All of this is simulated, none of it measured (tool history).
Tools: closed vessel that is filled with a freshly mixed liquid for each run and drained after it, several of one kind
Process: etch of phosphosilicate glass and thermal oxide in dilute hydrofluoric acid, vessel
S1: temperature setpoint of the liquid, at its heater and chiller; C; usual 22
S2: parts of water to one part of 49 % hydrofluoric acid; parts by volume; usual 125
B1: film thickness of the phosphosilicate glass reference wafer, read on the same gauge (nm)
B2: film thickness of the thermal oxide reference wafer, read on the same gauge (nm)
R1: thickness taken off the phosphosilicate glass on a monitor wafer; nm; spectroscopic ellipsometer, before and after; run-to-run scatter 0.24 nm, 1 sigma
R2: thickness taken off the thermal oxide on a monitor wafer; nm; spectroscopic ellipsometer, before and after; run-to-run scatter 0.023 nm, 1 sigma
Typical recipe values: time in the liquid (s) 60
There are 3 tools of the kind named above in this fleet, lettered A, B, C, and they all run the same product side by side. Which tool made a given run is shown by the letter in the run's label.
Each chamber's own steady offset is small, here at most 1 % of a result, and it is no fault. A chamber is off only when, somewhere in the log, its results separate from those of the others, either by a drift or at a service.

Run 1B, day 0.538: usual settings; B1 50.009; B2 79.998. Result: R1 66.774 nm, R2 2.1031 nm.
Run 2A, day 1.062: usual settings; B1 49.998; B2 80.018. Result: R1 67.924 nm, R2 2.1175 nm.
Run 3C, day 1.388: usual settings; B1 49.991; B2 79.986. Result: R1 67.175 nm, R2 2.1253 nm.
Run 4B, day 1.629: usual settings; B1 50.003; B2 80.025. Result: R1 67.232 nm, R2 2.1159 nm.
Run 5A, day 1.892: usual settings; B1 50.018; B2 79.981. Result: R1 67.612 nm, R2 2.1113 nm.
Run 6C, day 2.183: usual settings; B1 50.008; B2 80.011. Result: R1 67.61 nm, R2 2.1159 nm.
Run 7B, day 2.546: usual settings; B1 50.011; B2 79.982. Result: R1 66.944 nm, R2 2.1072 nm.
Run 8C, day 2.929: usual settings; B1 49.995; B2 80.006. Result: R1 66.865 nm, R2 2.1435 nm.
Run 9A, day 3.308: usual settings but S2 145 parts by volume, time in the liquid (s) 85; B1 49.996; B2 80.006. Result: R1 80.94 nm, R2 2.4638 nm.
Run 10A, day 3.592: usual settings but S2 145 parts by volume, time in the liquid (s) 85; B1 50.012; B2 80.014. Result: R1 80.099 nm, R2 2.5168 nm.
Run 11B, day 4.129: usual settings but S2 145 parts by volume, time in the liquid (s) 85; B1 49.985; B2 80.005. Result: R1 79.747 nm, R2 2.5364 nm.
Run 12C, day 4.45: usual settings; B1 49.986; B2 79.984. Result: R1 67.273 nm, R2 2.1014 nm.
Run 13C, day 4.871: usual settings; B1 50.013; B2 79.996. Result: R1 67.282 nm, R2 2.1043 nm.
Run 14B, day 5.108: usual settings; B1 50.016; B2 79.988. Result: R1 67.019 nm, R2 2.1115 nm.
Run 15A, day 5.508: usual settings; B1 50.005; B2 79.992. Result: R1 67.387 nm, R2 2.1156 nm.
Run 16C, day 5.829: usual settings; B1 49.99; B2 80.01. Result: R1 67.94 nm, R2 2.1151 nm.
Run 17A, day 6.208: usual settings; B1 49.981; B2 79.987. Result: R1 67.885 nm, R2 2.0823 nm.
Run 18B, day 6.488: usual settings; B1 50.023; B2 79.987. Result: R1 67.123 nm, R2 2.1086 nm.
Run 19A, day 6.842: usual settings; B1 50.011; B2 79.992. Result: R1 67.77 nm, R2 2.1447 nm.
Run 20B, day 7.346: usual settings; B1 50.003; B2 80.006. Result: R1 66.865 nm, R2 2.135 nm.
Run 21C, day 7.721: usual settings but S1 19 C, S2 90 parts by volume; B1 49.997; B2 79.988. Result: R1 86.946 nm, R2 2.6944 nm.
Run 22A, day 7.954: usual settings but S1 19 C, S2 90 parts by volume; B1 49.991; B2 80.005. Result: R1 86.831 nm, R2 2.7216 nm.
Run 23B, day 8.429: usual settings but S1 19 C, S2 90 parts by volume; B1 50.009; B2 80.007. Result: R1 85.81 nm, R2 2.7203 nm.
Run 24C, day 8.767: usual settings; B1 50.009; B2 80.006. Result: R1 67.773 nm, R2 2.127 nm.
Run 25B, day 9.079: usual settings; B1 49.997; B2 80.001. Result: R1 67.085 nm, R2 2.0906 nm.
Run 26C, day 9.475: usual settings; B1 50.01; B2 79.977. Result: R1 67.099 nm, R2 2.1097 nm.
Run 27A, day 9.758: usual settings; B1 50.002; B2 80.005. Result: R1 67.752 nm, R2 2.1125 nm.
Run 28A, day 10.192: usual settings; B1 49.998; B2 80.013. Result: R1 67.469 nm, R2 2.0588 nm.
Run 29C, day 10.662: usual settings but S1 18 C, time in the liquid (s) 75; B1 50.026; B2 79.992. Result: R1 71.849 nm, R2 2.2326 nm.
Run 30B, day 11.083: usual settings but S1 18 C, time in the liquid (s) 75; B1 50.019; B2 80.033. Result: R1 71.488 nm, R2 2.2506 nm.
Run 31A, day 11.321: usual settings but S1 18 C, time in the liquid (s) 75; B1 49.983; B2 79.999. Result: R1 71.943 nm, R2 2.2818 nm.
Run 32C, day 11.571: usual settings; B1 50.008; B2 80.021. Result: R1 67.426 nm, R2 2.1252 nm.

All 3 chambers run these settings next. Forecast each chamber's results:
Run 33A, day 11.958: usual settings but time in the liquid (s) 80. Result: R1 ?, R2 ?.
Run 33B, day 11.958: usual settings but time in the liquid (s) 80. Result: R1 ?, R2 ?.
Run 33C, day 11.958: usual settings but time in the liquid (s) 80. Result: R1 ?, R2 ?.

run      R1      R2
33A  90.027  2.7992
33B  89.583  2.8193
33C  90.303  2.8089
